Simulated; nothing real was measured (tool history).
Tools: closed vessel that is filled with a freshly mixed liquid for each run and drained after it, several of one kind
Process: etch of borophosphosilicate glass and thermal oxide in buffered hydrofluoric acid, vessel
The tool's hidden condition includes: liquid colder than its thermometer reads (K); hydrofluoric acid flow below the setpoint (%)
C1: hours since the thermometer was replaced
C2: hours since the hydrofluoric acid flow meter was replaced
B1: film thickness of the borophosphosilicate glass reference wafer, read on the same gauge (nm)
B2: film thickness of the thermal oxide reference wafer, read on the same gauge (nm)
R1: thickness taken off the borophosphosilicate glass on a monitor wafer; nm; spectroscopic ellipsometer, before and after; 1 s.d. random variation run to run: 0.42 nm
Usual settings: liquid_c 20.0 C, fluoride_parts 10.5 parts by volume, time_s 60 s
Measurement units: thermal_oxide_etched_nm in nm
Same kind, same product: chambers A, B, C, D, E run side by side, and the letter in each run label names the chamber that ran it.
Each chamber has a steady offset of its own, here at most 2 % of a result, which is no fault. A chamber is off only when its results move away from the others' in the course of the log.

run 1D day=0.412 | liquid_c=20.0 fluoride_parts=10.5 time_s=60 | C1=1539.1 C2=943.1 | B1=149.99 B2=90.007 | R1=79.813 thermal_oxide_etched_nm=51.101
run 2E day=0.788 | liquid_c=20.0 fluoride_parts=10.5 time_s=60 | C1=717.6 C2=962.9 | B1=150.02 B2=90.002 | R1=79.267 thermal_oxide_etched_nm=49.783
run 3C day=1.229 | liquid_c=20.0 fluoride_parts=10.5 time_s=60 | C1=830.2 C2=561.2 | B1=150.00 B2=90.016 | R1=80.758 thermal_oxide_etched_nm=51.570
run 4B day=1.792 | liquid_c=20.0 fluoride_parts=10.5 time_s=60 | C1=426.8 C2=224.3 | B1=150.01 B2=90.034 | R1=80.383 thermal_oxide_etched_nm=50.890
run 5A day=2.229 | liquid_c=20.0 fluoride_parts=10.5 time_s=60 | C1=2180.9 C2=1474.8 | B1=149.97 B2=89.999 | R1=81.073 thermal_oxide_etched_nm=51.766
run 6D day=2.662 | liquid_c=20.0 fluoride_parts=10.5 time_s=60 | C1=1593.1 C2=997.1 | B1=150.02 B2=89.974 | R1=79.941 thermal_oxide_etched_nm=50.947
run 7B day=2.967 | liquid_c=20.0 fluoride_parts=10.5 time_s=60 | C1=455.0 C2=252.5 | B1=150.02 B2=90.000 | R1=80.382 thermal_oxide_etched_nm=51.039
run 8C day=3.567 | liquid_c=20.0 fluoride_parts=10.5 time_s=60 | C1=886.3 C2=617.3 | B1=149.97 B2=90.024 | R1=80.088 thermal_oxide_etched_nm=51.267
run 9E day=3.962 | liquid_c=20.0 fluoride_parts=10.5 time_s=60 | C1=793.8 C2=1039.1 | B1=150.01 B2=90.039 | R1=80.003 thermal_oxide_etched_nm=50.031
run 10A day=4.558 | liquid_c=20.0 fluoride_parts=10.5 time_s=60 | C1=2236.8 C2=1530.7 | B1=150.01 B2=89.994 | R1=81.729 thermal_oxide_etched_nm=51.293
run 11A day=5.075 | liquid_c=20.0 fluoride_parts=10.5 time_s=60 | C1=2249.2 C2=1543.1 | B1=150.01 B2=90.021 | R1=81.951 thermal_oxide_etched_nm=51.751
run 12C day=5.475 | liquid_c=21.5 fluoride_parts=10.5 time_s=75 | C1=932.1 C2=663.1 | B1=149.99 B2=90.004 | R1=109.260 thermal_oxide_etched_nm=69.648
run 13D day=5.921 | liquid_c=21.5 fluoride_parts=10.5 time_s=75 | C1=1671.3 C2=1075.3 | B1=150.00 B2=89.985 | R1=108.700 thermal_oxide_etched_nm=69.292
run 14B day=6.258 | liquid_c=21.5 fluoride_parts=10.5 time_s=75 | C1=534.0 C2=331.5 | B1=150.01 B2=89.990 | R1=108.230 thermal_oxide_etched_nm=69.651
run 15E day=6.671 | liquid_c=21.5 fluoride_parts=10.5 time_s=75 | C1=858.8 C2=1104.1 | B1=150.04 B2=90.019 | R1=108.680 thermal_oxide_etched_nm=68.112
-- day=7.083 chamber D: hydrofluoric acid flow meter replaced
run 16B day=7.254 | liquid_c=21.5 fluoride_parts=10.5 time_s=75 | C1=557.9 C2=355.4 | B1=150.03 B2=90.021 | R1=107.940 thermal_oxide_etched_nm=68.964
-- day=7.658 chamber A: thermometer replaced
run 17E day=7.683 | liquid_c=20.0 fluoride_parts=10.5 time_s=60 | C1=883.1 C2=1128.4 | B1=149.99 B2=89.994 | R1=80.450 thermal_oxide_etched_nm=50.289
run 18D day=8.000 | liquid_c=20.0 fluoride_parts=10.5 time_s=60 | C1=1721.2 C2=22.1 | B1=149.98 B2=90.002 | R1=79.588 thermal_oxide_etched_nm=51.369
run 19C day=8.312 | liquid_c=20.0 fluoride_parts=10.5 time_s=60 | C1=1000.2 C2=731.2 | B1=150.02 B2=90.003 | R1=80.413 thermal_oxide_etched_nm=51.029
run 20A day=8.662 | liquid_c=20.0 fluoride_parts=10.5 time_s=60 | C1=24.2 C2=1629.2 | B1=150.00 B2=90.002 | R1=82.092 thermal_oxide_etched_nm=51.589
run 21E day=8.929 | liquid_c=20.0 fluoride_parts=10.5 time_s=60 | C1=913.0 C2=1158.3 | B1=150.01 B2=89.973 | R1=79.917 thermal_oxide_etched_nm=49.700
run 22C day=9.271 | liquid_c=20.0 fluoride_parts=10.5 time_s=60 | C1=1023.2 C2=754.2 | B1=150.00 B2=90.007 | R1=80.553 thermal_oxide_etched_nm=51.333
-- day=9.529 chamber A: hydrofluoric acid flow meter replaced
run 23B day=9.617 | liquid_c=20.0 fluoride_parts=10.5 time_s=60 | C1=614.6 C2=412.1 | B1=150.03 B2=89.986 | R1=80.073 thermal_oxide_etched_nm=50.442
run 24D day=9.958 | liquid_c=20.0 fluoride_parts=10.5 time_s=60 | C1=1768.2 C2=69.1 | B1=150.03 B2=90.005 | R1=80.089 thermal_oxide_etched_nm=51.362
run 25A day=10.375 | liquid_c=20.0 fluoride_parts=10.5 time_s=60 | C1=65.3 C2=20.4 | B1=149.97 B2=89.982 | R1=81.578 thermal_oxide_etched_nm=51.436
run 26B day=10.992 | liquid_c=22.5 fluoride_parts=10.5 time_s=60 | C1=647.6 C2=445.1 | B1=149.98 B2=90.001 | R1=91.832 thermal_oxide_etched_nm=58.394
run 27D day=11.488 | liquid_c=22.5 fluoride_parts=10.5 time_s=60 | C1=1804.9 C2=105.8 | B1=150.00 B2=89.987 | R1=92.135 thermal_oxide_etched_nm=58.942
run 28E day=12.100 | liquid_c=22.5 fluoride_parts=10.5 time_s=60 | C1=989.1 C2=1234.4 | B1=150.02 B2=90.025 | R1=91.434 thermal_oxide_etched_nm=57.149
run 29A day=12.421 | liquid_c=22.5 fluoride_parts=10.5 time_s=60 | C1=114.4 C2=69.5 | B1=150.01 B2=90.000 | R1=93.239 thermal_oxide_etched_nm=59.355
run 30C day=12.946 | liquid_c=22.5 fluoride_parts=10.5 time_s=60 | C1=1111.4 C2=842.4 | B1=150.02 B2=89.993 | R1=91.792 thermal_oxide_etched_nm=59.340
run 31E day=13.517 | liquid_c=20.0 fluoride_parts=10.5 time_s=60 | C1=1023.1 C2=1268.4 | B1=149.99 B2=89.996 | R1=80.147 thermal_oxide_etched_nm=50.155

The same settings go to every chamber for the next run, one line per chamber below. Forecast the results for each:
run 32A day=13.962 | liquid_c=22.5 fluoride_parts=10.5 time_s=60 | R1=? thermal_oxide_etched_nm=?
run 32B day=13.962 | liquid_c=22.5 fluoride_parts=10.5 time_s=60 | R1=? thermal_oxide_etched_nm=?
run 32C day=13.962 | liquid_c=22.5 fluoride_parts=10.5 time_s=60 | R1=? thermal_oxide_etched_nm=?
run 32D day=13.962 | liquid_c=22.5 fluoride_parts=10.5 time_s=60 | R1=? thermal_oxide_etched_nm=?
run 32E day=13.962 | liquid_c=22.5 fluoride_parts=10.5 time_s=60 | R1=? thermal_oxide_etched_nm=?

run=32A R1=92.689 thermal_oxide_etched_nm=59.345
run=32B R1=91.034 thermal_oxide_etched_nm=59.183
run=32C R1=91.976 thermal_oxide_etched_nm=59.456
run=32D R1=91.595 thermal_oxide_etched_nm=58.260
run=32E R1=91.338 thermal_oxide_etched_nm=56.947
